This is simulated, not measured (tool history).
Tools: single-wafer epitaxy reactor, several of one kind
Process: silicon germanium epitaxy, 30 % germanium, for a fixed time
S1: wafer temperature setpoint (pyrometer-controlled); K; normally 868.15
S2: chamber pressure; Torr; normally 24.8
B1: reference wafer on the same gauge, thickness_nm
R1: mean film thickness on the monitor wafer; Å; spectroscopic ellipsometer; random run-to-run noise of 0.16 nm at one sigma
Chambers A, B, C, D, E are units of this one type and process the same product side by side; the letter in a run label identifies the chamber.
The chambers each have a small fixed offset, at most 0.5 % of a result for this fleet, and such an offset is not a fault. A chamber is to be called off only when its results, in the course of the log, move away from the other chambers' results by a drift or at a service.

{"run": "1D", "hour": 8.4, "S1": 868.15, "S2": 24.8, "B1": 54.518, "R1": 587.31}
{"run": "2B", "hour": 15.5, "S1": 868.15, "S2": 24.8, "B1": 54.487, "R1": 589.12}
{"run": "3C", "hour": 23.8, "S1": 868.15, "S2": 24.8, "B1": 54.456, "R1": 588.21}
{"run": "4A", "hour": 33.8, "S1": 868.15, "S2": 24.8, "B1": 54.52, "R1": 587.5}
{"run": "5E", "hour": 42.4, "S1": 868.15, "S2": 24.8, "B1": 54.489, "R1": 587.5}
{"run": "6E", "hour": 50.1, "S1": 868.15, "S2": 24.8, "B1": 54.497, "R1": 586.14}
{"run": "7D", "hour": 58.9, "S1": 868.15, "S2": 24.8, "B1": 54.534, "R1": 589.09}
{"run": "8B", "hour": 66.5, "S1": 868.15, "S2": 24.8, "B1": 54.499, "R1": 593.9}
{"run": "9C", "hour": 73.4, "S1": 868.15, "S2": 24.8, "B1": 54.484, "R1": 582.93}
{"run": "10A", "hour": 82.8, "S1": 868.15, "S2": 24.8, "B1": 54.478, "R1": 589.37}
{"run": "11B", "hour": 88.3, "S1": 868.15, "S2": 24.8, "B1": 54.498, "R1": 588.76}
{"run": "12D", "hour": 93.5, "S1": 868.15, "S2": 24.8, "B1": 54.499, "R1": 586.6}
{"run": "13A", "hour": 99.1, "S1": 868.15, "S2": 24.8, "B1": 54.486, "R1": 589.66}
{"run": "14C", "hour": 105.6, "S1": 868.15, "S2": 24.8, "B1": 54.487, "R1": 584.56}
{"run": "15E", "hour": 112.1, "S1": 868.15, "S2": 24.8, "B1": 54.507, "R1": 589.42}
{"run": "16C", "hour": 118.4, "S1": 868.15, "S2": 24.8, "B1": 54.533, "R1": 582.34}
{"run": "17D", "hour": 128.0, "S1": 868.15, "S2": 24.8, "B1": 54.491, "R1": 587.51}
{"run": "18E", "hour": 136.2, "S1": 880.15, "S2": 24.8, "B1": 54.485, "R1": 736.97}
{"run": "19A", "hour": 141.0, "S1": 880.15, "S2": 24.8, "B1": 54.485, "R1": 730.8}
{"run": "20B", "hour": 148.1, "S1": 880.15, "S2": 24.8, "B1": 54.518, "R1": 729.62}
{"hour": 151.5, "done": "chamber E: pyrometer calibrated"}
{"run": "21E", "hour": 153.1, "S1": 880.15, "S2": 24.8, "B1": 54.494, "R1": 717.45}
{"run": "22B", "hour": 162.9, "S1": 880.15, "S2": 24.8, "B1": 54.482, "R1": 729.03}
{"run": "23A", "hour": 173.8, "S1": 868.15, "S2": 24.8, "B1": 54.519, "R1": 588.57}
{"run": "24C", "hour": 181.9, "S1": 868.15, "S2": 24.8, "B1": 54.464, "R1": 580.71}
{"hour": 183.5, "done": "chamber E: capacitance manometer re-zeroed and calibrated"}
{"run": "25D", "hour": 188.2, "S1": 855.15, "S2": 26.8, "B1": 54.51, "R1": 472.46}
{"run": "26A", "hour": 196.3, "S1": 855.15, "S2": 26.8, "B1": 54.538, "R1": 477.47}
{"run": "27D", "hour": 201.9, "S1": 855.15, "S2": 26.8, "B1": 54.498, "R1": 473.73}
{"run": "28E", "hour": 206.9, "S1": 855.15, "S2": 26.8, "B1": 54.492, "R1": 465.24}
{"run": "29B", "hour": 214.2, "S1": 855.15, "S2": 26.8, "B1": 54.495, "R1": 480.01}
{"run": "30C", "hour": 224.3, "S1": 868.15, "S2": 24.8, "B1": 54.488, "R1": 582.95}
{"run": "31B", "hour": 230.9, "S1": 868.15, "S2": 24.8, "B1": 54.51, "R1": 589.7}
{"run": "32E", "hour": 237.3, "S1": 881.15, "S2": 24.8, "B1": 54.509, "R1": 728.91}
{"run": "33D", "hour": 245.3, "S1": 881.15, "S2": 24.8, "B1": 54.477, "R1": 741.98}
{"run": "34A", "hour": 254.0, "S1": 881.15, "S2": 24.8, "B1": 54.522, "R1": 746.59}

Next, all 5 chambers run the settings below, one line each with question marks for the results. What does each chamber give?
{"run": "35A", "hour": 261.8, "S1": 875.15, "S2": 24.8, "R1": "?"}
{"run": "35B", "hour": 261.8, "S1": 875.15, "S2": 24.8, "R1": "?"}
{"run": "35C", "hour": 261.8, "S1": 875.15, "S2": 24.8, "R1": "?"}
{"run": "35D", "hour": 261.8, "S1": 875.15, "S2": 24.8, "R1": "?"}
{"run": "35E", "hour": 261.8, "S1": 875.15, "S2": 24.8, "R1": "?"}

run=35A R1=669.93
run=35B R1=671.82
run=35C R1=663.18
run=35D R1=666.36
run=35E R1=660.41
